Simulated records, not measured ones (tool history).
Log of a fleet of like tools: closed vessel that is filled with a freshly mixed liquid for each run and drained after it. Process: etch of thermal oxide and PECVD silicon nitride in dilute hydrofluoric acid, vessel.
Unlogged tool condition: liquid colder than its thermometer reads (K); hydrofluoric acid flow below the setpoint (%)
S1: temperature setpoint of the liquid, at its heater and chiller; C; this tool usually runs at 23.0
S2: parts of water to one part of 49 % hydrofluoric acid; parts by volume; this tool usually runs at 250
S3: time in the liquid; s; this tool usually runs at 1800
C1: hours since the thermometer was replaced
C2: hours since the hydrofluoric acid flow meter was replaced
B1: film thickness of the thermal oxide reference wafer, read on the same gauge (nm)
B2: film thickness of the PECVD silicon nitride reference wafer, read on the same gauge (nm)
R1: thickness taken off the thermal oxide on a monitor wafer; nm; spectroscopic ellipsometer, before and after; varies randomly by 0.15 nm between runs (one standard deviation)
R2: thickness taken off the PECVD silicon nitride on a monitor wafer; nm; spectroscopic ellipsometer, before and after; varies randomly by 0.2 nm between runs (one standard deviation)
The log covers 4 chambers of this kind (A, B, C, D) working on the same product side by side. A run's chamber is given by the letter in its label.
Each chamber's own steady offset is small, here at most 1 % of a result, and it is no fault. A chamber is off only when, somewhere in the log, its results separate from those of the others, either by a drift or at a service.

run,hour,S1,S2,S3,C1,C2,B1,B2,R1,R2
1D,8.2,23.0,250,1800,268.0,337.1,120.02,110.02,27.373,38.634
2B,15.0,23.0,250,1800,888.6,79.8,120.00,109.99,27.276,38.753
3C,23.9,23.0,250,1800,889.1,1826.7,120.01,110.05,27.020,38.720
4A,35.7,23.0,250,1800,861.9,504.8,120.00,110.00,27.320,38.353
5B,48.3,18.0,250,2665,921.9,113.1,119.99,110.00,33.350,41.728
6C,61.0,18.0,250,2665,926.2,1863.8,119.98,109.99,33.287,41.631
7D,71.5,18.0,250,2665,331.3,400.4,120.04,110.02,33.223,41.161
8A,78.3,18.0,250,2665,904.5,547.4,119.99,109.98,33.393,41.082
9D,85.5,23.0,250,1800,345.3,414.4,120.01,110.02,27.359,38.433
10C,94.7,23.0,250,1800,959.9,1897.5,120.05,110.00,27.103,38.902
11B,100.4,23.0,250,1800,974.0,165.2,120.01,110.00,27.289,39.045
12A,110.9,23.0,250,1800,937.1,580.0,120.03,109.97,27.078,37.958
13B,119.5,23.0,250,1800,993.1,184.3,119.97,109.99,27.334,38.788
14A,131.5,23.0,250,1800,957.7,600.6,120.00,109.99,26.866,37.620
15C,141.7,23.0,250,1800,1006.9,1944.5,119.98,110.01,26.959,38.905
16D,151.5,23.0,250,1800,411.3,480.4,120.03,109.99,27.330,38.455
17B,157.0,27.5,325,1800,1030.6,221.8,119.98,109.99,22.863,39.772
18C,164.3,27.5,325,1800,1029.5,1967.1,119.98,110.00,22.361,39.480
19D,177.1,27.5,325,1800,436.9,506.0,120.00,110.01,22.568,39.235
20A,188.7,27.5,325,1800,1014.9,657.8,120.01,109.99,22.254,37.705
21B,199.3,25.0,250,2285,1072.9,264.1,120.04,110.00,37.295,56.264
22C,206.8,25.0,250,2285,1072.0,2009.6,120.02,110.00,36.947,55.512
23A,218.2,25.0,250,2285,1044.4,687.3,119.99,109.99,36.139,53.157
24D,230.4,25.0,250,2285,490.2,559.3,120.03,110.00,36.993,55.509
25B,239.6,23.0,250,1800,1113.2,304.4,120.04,109.98,27.423,39.191
26C,251.6,23.0,250,1800,1116.8,2054.4,120.00,110.03,26.901,38.700
27A,260.0,23.0,250,1800,1086.2,729.1,120.00,110.00,26.624,36.367
28D,267.0,23.0,320,2250,526.8,595.9,119.97,110.01,24.991,37.691
29C,274.4,23.0,320,2250,1139.6,2077.2,119.96,110.01,24.695,38.243
30B,285.1,23.0,320,2250,1158.7,349.9,120.00,110.01,24.832,38.411
31A,293.6,23.0,320,2250,1119.8,762.7,120.00,110.03,23.947,35.258
32D,299.1,18.5,250,2655,558.9,628.0,120.02,110.01,34.075,42.578
33A,305.3,18.5,250,2655,1131.5,774.4,120.01,110.03,32.400,39.362
34B,314.8,18.5,250,2655,1188.4,379.6,119.98,109.96,34.216,42.934
35D,320.8,18.5,250,2655,580.6,649.7,120.00,109.98,33.761,42.505
36C,327.2,23.0,250,1800,1192.4,2130.0,120.00,109.99,27.188,38.651
37B,333.5,23.0,250,1800,1207.1,398.3,120.03,109.97,27.376,38.916
38A,341.5,23.0,250,1800,1167.7,810.6,119.96,110.02,26.014,35.967
39C,347.3,23.0,250,1800,1212.5,2150.1,120.00,110.00,26.800,38.674

Decide between three cases: one chamber stands off from its peers, the gauge reading all wafers drifts, or nothing is wrong past each chamber's small offset. Where a chamber is off, say which and what most likely put it there.

One chamber, A, drifts off from the rest bit by bit.
What lies behind it: liquid colder than its thermometer reads (K) = 1.35.

Here are 4 candidates for chamber A's next run, each the usual settings with a change, their results left as question marks. Which one brings its results back in line with what the others give on the usual settings?
Maximum distance from the other chambers' mean on the usual settings for a result to count as in line: R1 0.510 nm; R2 0.710 nm
40A-1,356.5,22.0,240,1690,,,,,?,?
40A-2,356.5,25.0,270,1970,,,,,?,?
40A-3,356.5,24.0,260,1910,,,,,?,?
40A-4,356.5,21.0,230,1645,,,,,?,?

Usual-settings mean across the other chambers: R1 27.185 nm; R2 38.777 nm
run,R1,R2
40A-1,24.737,32.550
40A-2,27.762,40.854
40A-3,27.231,38.611
40A-4,24.431,30.955
40A-3 is the one that brings the chamber's results back in line with the other chambers.
